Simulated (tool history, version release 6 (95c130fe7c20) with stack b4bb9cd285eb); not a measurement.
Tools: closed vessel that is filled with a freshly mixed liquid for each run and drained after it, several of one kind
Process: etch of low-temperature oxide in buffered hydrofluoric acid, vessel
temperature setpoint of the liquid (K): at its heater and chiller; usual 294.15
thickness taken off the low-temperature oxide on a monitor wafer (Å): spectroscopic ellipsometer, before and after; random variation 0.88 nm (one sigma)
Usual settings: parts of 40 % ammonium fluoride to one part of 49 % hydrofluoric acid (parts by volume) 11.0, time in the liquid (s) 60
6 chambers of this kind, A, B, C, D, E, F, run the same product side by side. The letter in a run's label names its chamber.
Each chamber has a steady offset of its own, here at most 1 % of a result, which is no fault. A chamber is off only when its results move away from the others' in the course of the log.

run   hour  temperature setpoint of the liquid (K)  parts of 40 % ammonium fluoride to one part of 49 % hydrofluoric acid (parts by volume)  time in the liquid (s)  read-back film thickness of the low-temperature oxide reference wafer, read on the same gauge (nm)  thickness taken off the low-temperature oxide on a monitor wafer (Å)
 1C    9.8                                  294.15                                                                                     11.0                      60                                                                                              49.991                                                                2520.0
 2E   21.2                                  294.15                                                                                     11.0                      60                                                                                              50.007                                                                2551.1
 3D   32.1                                  294.15                                                                                     11.0                      60                                                                                              49.988                                                                2529.9
      36.2  -- chamber D: hydrofluoric acid flow meter replaced
 4A   44.3                                  294.15                                                                                     11.0                      60                                                                                              49.997                                                                2530.8
 5F   54.3                                  294.15                                                                                     11.0                      60                                                                                              50.023                                                                2540.8
 6B   66.6                                  294.15                                                                                     11.0                      60                                                                                              50.017                                                                2550.4
 7E   74.7                                  294.15                                                                                     11.0                      60                                                                                              49.995                                                                2552.7
 8A   86.8                                  294.15                                                                                     11.0                      60                                                                                              50.030                                                                2526.4
 9F  100.8                                  294.15                                                                                     11.0                      60                                                                                              50.007                                                                2543.5
10C  107.9                                  294.15                                                                                     11.0                      60                                                                                              50.031                                                                2523.5
11D  118.1                                  294.15                                                                                     11.0                      60                                                                                              49.982                                                                2508.8
12B  128.1                                  294.15                                                                                     11.0                      60                                                                                              50.001                                                                2538.8
13F  141.3                                  294.15                                                                                     11.0                      60                                                                                              50.012                                                                2546.7
14E  154.1                                  294.15                                                                                     11.0                      60                                                                                              50.010                                                                2544.4
15D  165.0                                  294.15                                                                                     11.0                      60                                                                                              50.035                                                                2519.3
     171.4  -- chamber C: thermometer replaced
16A  175.8                                  294.15                                                                                     11.0                      60                                                                                              49.981                                                                2527.7
17C  189.9                                  294.15                                                                                     11.0                      60                                                                                              50.000                                                                2516.1
18B  198.8                                  294.15                                                                                     11.0                      60                                                                                              50.019                                                                2544.9
     209.2  -- chamber B: hydrofluoric acid flow meter replaced
19C  211.5                                  294.15                                                                                     11.0                      60                                                                                              49.969                                                                2533.5
20D  218.8                                  298.65                                                                                     11.0                      40                                                                                              49.969                                                                2152.0
21E  228.8                                  298.65                                                                                     11.0                      40                                                                                              50.013                                                                2198.5
22F  236.9                                  298.65                                                                                     11.0                      40                                                                                              49.986                                                                2169.0
23A  249.9                                  298.65                                                                                     11.0                      40                                                                                              50.015                                                                2150.4
24B  256.8                                  298.65                                                                                     11.0                      40                                                                                              49.991                                                                2180.3
25F  267.5                                  298.65                                                                                     11.0                      40                                                                                              49.996                                                                2182.2
26D  274.3                                  294.15                                                                                     11.0                      60                                                                                              49.991                                                                2509.1
27E  281.1                                  294.15                                                                                     11.0                      60                                                                                              50.004                                                                2544.1
28A  294.6                                  294.15                                                                                     11.0                      60                                                                                              49.990                                                                2533.8
29B  308.2                                  294.15                                                                                     11.0                      60                                                                                              49.997                                                                2541.2
30C  320.0                                  294.15                                                                                     11.0                      60                                                                                              49.967                                                                2529.7
31E  331.4                                  294.15                                                                                     11.0                      60                                                                                              49.979                                                                2582.4
32A  340.7                                  294.15                                                                                     11.0                      60                                                                                              50.005                                                                2514.3
33D  353.7                                  294.15                                                                                     11.0                      60                                                                                              49.990                                                                2502.4
34F  366.2                                  294.15                                                                                     11.0                      60                                                                                              50.011                                                                2540.0
35B  374.1                                  294.15                                                                                     11.0                      60                                                                                              50.022                                                                2544.8
36C  386.6                                  294.15                                                                                     11.0                      60                                                                                              50.004                                                                2515.3
37B  393.1                                  294.15                                                                                     14.0                      60                                                                                              49.974                                                                1998.0
38E  401.7                                  294.15                                                                                     14.0                      60                                                                                              49.993                                                                2015.9

What goes on in this fleet: one chamber off, a drifting gauge, or nothing beyond the chambers' own small offsets? Name the chamber and the cause, if any.

No chamber stands off beyond its own small offset, and the gauge holds steady.

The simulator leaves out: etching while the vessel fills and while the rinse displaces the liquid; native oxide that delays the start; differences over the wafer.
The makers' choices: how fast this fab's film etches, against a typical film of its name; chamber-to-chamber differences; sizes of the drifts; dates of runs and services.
